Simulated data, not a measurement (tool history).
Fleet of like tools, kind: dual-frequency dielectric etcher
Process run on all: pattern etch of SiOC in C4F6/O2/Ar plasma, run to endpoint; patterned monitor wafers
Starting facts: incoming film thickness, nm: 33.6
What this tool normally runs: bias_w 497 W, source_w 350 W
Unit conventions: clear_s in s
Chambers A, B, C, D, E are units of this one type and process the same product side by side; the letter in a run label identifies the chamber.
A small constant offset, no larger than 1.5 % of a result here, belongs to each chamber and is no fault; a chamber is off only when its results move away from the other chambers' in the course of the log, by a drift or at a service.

run	day	bias_w	source_w	hours since the last wet clean	hours since the last bias power generator calibration	hours since the last source power generator calibration	clear_s
1A	0.379	497	350	298	2246.4	931.6	12.011
2E	0.671	497	350	203.9	552.9	2700.5	12.098
3B	0.858	497	350	100	2487.5	3718.3	11.663
# day 1.071: chamber B: source power generator calibrated
4D	1.242	497	350	72.2	2908.6	529	11.817
5C	1.604	574	300	164.5	2386.6	2983.2	11.912
6E	1.971	574	300	235.1	584.1	2731.7	11.906
7B	2.238	574	300	133.1	2520.6	28.1	11.727
8D	2.5	574	300	102.4	2938.8	559.2	11.69
# day 2.683: chamber A: bias power generator calibrated
9A	2.75	574	300	354.9	1.6	988.5	12.188
10C	3.167	604	270	202	2424.1	3020.7	12.187
11B	3.429	604	270	161.7	2549.2	56.7	12.083
12C	3.85	604	270	218.4	2440.5	3037.1	12.178
13D	4.179	604	270	142.7	2979.1	599.5	11.945
14A	4.475	604	270	396.3	43	1029.9	12.417
15E	4.888	497	350	305.1	654.1	2801.7	11.892
16E	5.283	497	350	314.6	663.6	2811.2	11.971
17D	5.708	497	350	179.4	3015.8	636.2	11.729
18A	6.046	497	350	434	80.7	1067.6	12.203
# day 6.388: chamber C: source power generator calibrated
19C	6.412	497	350	279.9	2502	0.7	12.009
# day 6.608: chamber E: wet clean of the chamber
20B	6.642	497	350	238.8	2626.3	133.8	11.965
21B	6.862	497	350	244.1	2631.6	139.1	11.767
22D	7.117	497	350	213.2	3049.6	670	11.644
23A	7.517	497	350	469.3	116	1102.9	12.326
24C	7.817	497	350	313.6	2535.7	34.4	12.057
25E	8.238	497	350	39.2	734.5	2882.1	11.968
26C	8.625	497	350	333	2555.1	53.8	11.985
27A	8.962	591	430	504	150.7	1137.6	10.754
28E	9.233	591	430	63.1	758.4	2906	10.398
29D	9.579	591	430	272.3	3108.7	729.1	10.322
30B	9.829	591	430	315.3	2702.8	210.3	10.299
31B	10.071	591	430	321.1	2708.6	216.1	10.215
32E	10.442	497	350	92.1	787.4	2935	11.845
33C	10.717	497	350	383.2	2605.3	104	11.853
34A	11.025	497	350	553.5	200.2	1187.1	12.299
35D	11.412	586	300	316.3	3152.7	773.1	11.605
36B	11.704	586	300	360.3	2747.8	255.3	11.821
37E	12.1	586	300	131.9	827.2	2974.8	11.764
38C	12.471	586	300	425.3	2647.4	146.1	11.809
39A	12.725	586	300	594.3	241	1227.9	12.161
40D	13.058	497	350	355.8	3192.2	812.6	11.82
41C	13.271	497	350	444.5	2666.6	165.3	11.844
42A	13.479	497	350	612.4	259.1	1246	12.553
43B	13.904	497	350	413.1	2800.6	308.1	11.675
44D	14.283	497	350	385.2	3221.6	842	11.673

Each of the 5 chambers runs these same settings next. Fill in every chamber's results:
45A	14.596	497	350				?
45B	14.596	497	350				?
45C	14.596	497	350				?
45D	14.596	497	350				?
45E	14.596	497	350				?

run	clear_s
45A	12.609
45B	11.816
45C	11.987
45D	12
45E	12.057

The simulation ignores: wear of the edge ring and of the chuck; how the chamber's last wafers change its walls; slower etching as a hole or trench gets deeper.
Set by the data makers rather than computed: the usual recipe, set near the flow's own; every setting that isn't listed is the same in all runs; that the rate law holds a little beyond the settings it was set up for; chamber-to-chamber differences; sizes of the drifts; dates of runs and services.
